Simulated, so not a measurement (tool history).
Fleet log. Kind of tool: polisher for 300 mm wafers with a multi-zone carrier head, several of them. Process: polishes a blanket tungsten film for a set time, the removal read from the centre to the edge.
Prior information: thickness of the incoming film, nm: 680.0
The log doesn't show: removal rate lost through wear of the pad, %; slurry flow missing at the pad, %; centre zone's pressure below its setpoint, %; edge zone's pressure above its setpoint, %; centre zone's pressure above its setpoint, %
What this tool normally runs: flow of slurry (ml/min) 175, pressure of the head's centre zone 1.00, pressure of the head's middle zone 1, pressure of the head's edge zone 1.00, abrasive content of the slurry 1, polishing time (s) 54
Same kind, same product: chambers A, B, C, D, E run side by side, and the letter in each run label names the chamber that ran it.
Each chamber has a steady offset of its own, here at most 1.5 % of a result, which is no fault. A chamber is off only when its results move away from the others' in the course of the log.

run    day  flow of slurry (ml/min)  pressure of the head's centre zone  pressure of the head's middle zone  pressure of the head's edge zone  abrasive content of the slurry  polishing time (s)  wafers polished on this pad  hours since the slurry nozzle was cleaned  hours since the centre zone pressure was calibrated  hours since the edge zone pressure was calibrated  film removed at the wafer's centre (nm)  film removed at mid-radius (nm)  film removed at the wafer's edge (nm)
     0.158  -- chamber D: worn pad replaced by a new one
     0.238  -- chamber A: worn pad replaced by a new one
 1D  0.238                      175                                1.00                                   1                              1.00                               1                  54                           19                                      379.4                                                272.0                                               30.4                                   188.17                           192.34                                 188.43
 2A  0.375                      175                                1.00                                   1                              1.00                               1                  54                           33                                      205.8                                                298.8                                              976.7                                   191.34                           187.24                                 189.68
 3C  0.525                      175                                1.00                                   1                              1.00                               1                  54                          418                                      174.4                                                 21.7                                             1310.0                                   190.76                           188.21                                 193.01
 4E  0.683                      175                                1.00                                   1                              1.00                               1                  54                          183                                       59.1                                               1007.4                                               74.3                                   189.32                           191.42                                 189.29
 5B  0.838                      175                                1.00                                   1                              1.00                               1                  54                          326                                      649.8                                                107.5                                              281.9                                   191.69                           187.65                                 192.84
 6B  0.967                      175                                1.00                                   1                              1.00                               1                  54                          358                                      652.9                                                110.6                                              285.0                                   194.54                           185.79                                 191.39
     1.129  -- chamber A: edge zone pressure recalibrated
 7C  1.154                      175                                1.00                                   1                              1.00                               1                  54                          570                                      189.5                                                 36.8                                             1325.1                                   187.43                           187.13                                 191.59
 8A  1.288                      175                                1.00                                   1                              1.00                               1                  54                          254                                      227.7                                                320.7                                                3.8                                   191.69                           188.47                                 191.80
 9E  1.512                      175                                1.00                                   1                              1.00                               1                  54                          384                                       79.0                                               1027.3                                               94.2                                   189.29                           190.86                                 186.72
10D  1.762                      175                                1.00                                   1                              1.00                               1                  54                          388                                      416.0                                                308.6                                               67.0                                   188.79                           186.22                                 189.90
11C  2.000                      175                                1.00                                   1                              1.00                               1                  54                          775                                      209.8                                                 57.1                                             1345.4                                   190.09                           189.29                                 189.54
     2.088  -- chamber E: centre zone pressure recalibrated
12B  2.179                      125                                1.00                                   1                              1.00                               1                  54                          651                                      682.0                                                139.7                                              314.1                                   175.67                           175.37                                 185.12
13D  2.417                      125                                1.00                                   1                              1.00                               1                  54                          547                                      431.7                                                324.3                                               82.7                                   175.83                           179.19                                 181.74
     2.617  -- chamber D: worn pad replaced by a new one
14E  2.646                      125                                1.00                                   1                              1.00                               1                  54                          659                                      106.2                                                 13.5                                              121.4                                   160.49                           179.20                                 180.92
15A  2.812                      125                                1.00                                   1                              1.00                               1                  54                          623                                      264.3                                                357.3                                               40.4                                   176.44                           175.40                                 180.84
     2.842  -- chamber A: slurry nozzle cleaned
     3.012  -- chamber B: edge zone pressure recalibrated
16D  3.062                      125                                1.00                                   1                              1.00                               1                  54                          108                                      447.2                                                339.8                                               98.2                                   175.38                           179.22                                 183.08
     3.121  -- chamber E: worn pad replaced by a new one
17E  3.242                      175                                1.00                                   1                              1.00                               1                  54                           29                                      120.5                                                 27.8                                              135.7                                   171.09                           188.17                                 189.26
18C  3.396                      175                                1.00                                   1                              1.00                               1                  54                         1113                                      243.3                                                 90.6                                             1378.9                                   185.81                           188.98                                 186.61
     3.404  -- chamber C: worn pad replaced by a new one
19B  3.554                      175                                1.00                                   1                              1.00                               1                  54                          984                                      715.0                                                172.7                                               13.0                                   190.70                           189.41                                 190.81
20A  3.779                      175                                1.00                                   1                              1.00                               1                  54                          857                                       22.6                                                380.5                                               63.6                                   189.21                           184.35                                 190.90
21E  3.912                      145                                1.00                                   1                              1.00                               1                  54                          192                                      136.6                                                 43.9                                              151.8                                   165.68                           181.45                                 188.18
22B  4.121                      145                                1.00                                   1                              1.00                               1                  54                         1121                                      728.6                                                186.3                                               26.6                                   183.99                           179.61                                 185.92
23C  4.267                      145                                1.00                                   1                              1.00                               1                  54                          209                                      264.2                                                111.5                                             1399.8                                   180.66                           184.02                                 186.51
     4.367  -- chamber A: worn pad replaced by a new one
24A  4.517                      145                                1.00                                   1                              1.00                               1                  54                           36                                       40.3                                                398.2                                               81.3                                   182.74                           182.90                                 186.88
     4.558  -- chamber B: slurry nozzle cleaned
25D  4.700                      145                                1.00                                   1                              1.00                               1                  54                          505                                      486.5                                                379.1                                              137.5                                   184.59                           184.54                                 185.78
26A  4.879                      175                                0.96                                   1                              1.00                               1                  61                          124                                       49.0                                                406.9                                               90.0                                   205.67                           213.60                                 213.49
27D  5.075                      175                                0.96                                   1                              1.00                               1                  61                          596                                      495.5                                                388.1                                              146.5                                   206.39                           213.73                                 217.44
28C  5.250                      175                                0.96                                   1                              1.00                               1                  61                          447                                      287.8                                                135.1                                             1423.4                                   202.96                           212.88                                 212.81
29B  5.392                      175                                0.96                                   1                              1.00                               1                  61                         1429                                       20.1                                                216.8                                               57.1                                   205.63                           210.14                                 212.51
30E  5.621                      175                                0.96                                   1                              1.00                               1                  61                          605                                      177.6                                                 84.9                                              192.8                                   185.48                           210.54                                 212.62
31D  5.767                      175                                1.00                                   1                              1.00                               1                  54                          763                                      512.1                                                404.7                                              163.1                                   189.13                           189.65                                 192.18
     5.929  -- chamber D: worn pad replaced by a new one
32E  5.979                      175                                1.00                                   1                              1.00                               1                  54                          692                                      186.2                                                 93.5                                              201.4                                   171.97                           191.15                                 191.05
     6.196  -- chamber B: worn pad replaced by a new one
33C  6.200                      175                                1.00                                   1                              1.00                               1                  54                          677                                      310.6                                                157.9                                             1446.2                                   187.95                           190.97                                 187.46
34A  6.333                      175                                1.00                                   1                              0.90                               1                  47                          476                                       83.9                                                441.8                                              124.9                                   166.74                           164.49                                 155.42
35B  6.450                      175                                1.00                                   1                              0.90                               1                  47                           62                                       45.5                                                242.2                                               82.5                                   167.14                           165.11                                 155.58
36D  6.617                      175                                1.00                                   1                              0.90                               1                  47                          167                                      532.5                                                425.1                                              183.5                                   163.75                           160.80                                 158.78

Predict what each chamber gives when all 5 of them run the settings below next.
37A  6.808                      175                                1.00                                   1                              0.93                               1                  54                                                                                                                                                                                                                        ?                                ?                                      ?
37B  6.808                      175                                1.00                                   1                              0.93                               1                  54                                                                                                                                                                                                                        ?                                ?                                      ?
37C  6.808                      175                                1.00                                   1                              0.93                               1                  54                                                                                                                                                                                                                        ?                                ?                                      ?
37D  6.808                      175                                1.00                                   1                              0.93                               1                  54                                                                                                                                                                                                                        ?                                ?                                      ?
37E  6.808                      175                                1.00                                   1                              0.93                               1                  54                                                                                                                                                                                                                        ?                                ?                                      ?

run  film removed at the wafer's centre (nm)  film removed at mid-radius (nm)  film removed at the wafer's edge (nm)
37A                                   194.14                           188.62                                 187.96
37B                                   188.78                           189.49                                 182.73
37C                                   188.33                           189.42                                 184.85
37D                                   190.74                           193.43                                 182.64
37E                                   174.26                           190.52                                 179.78
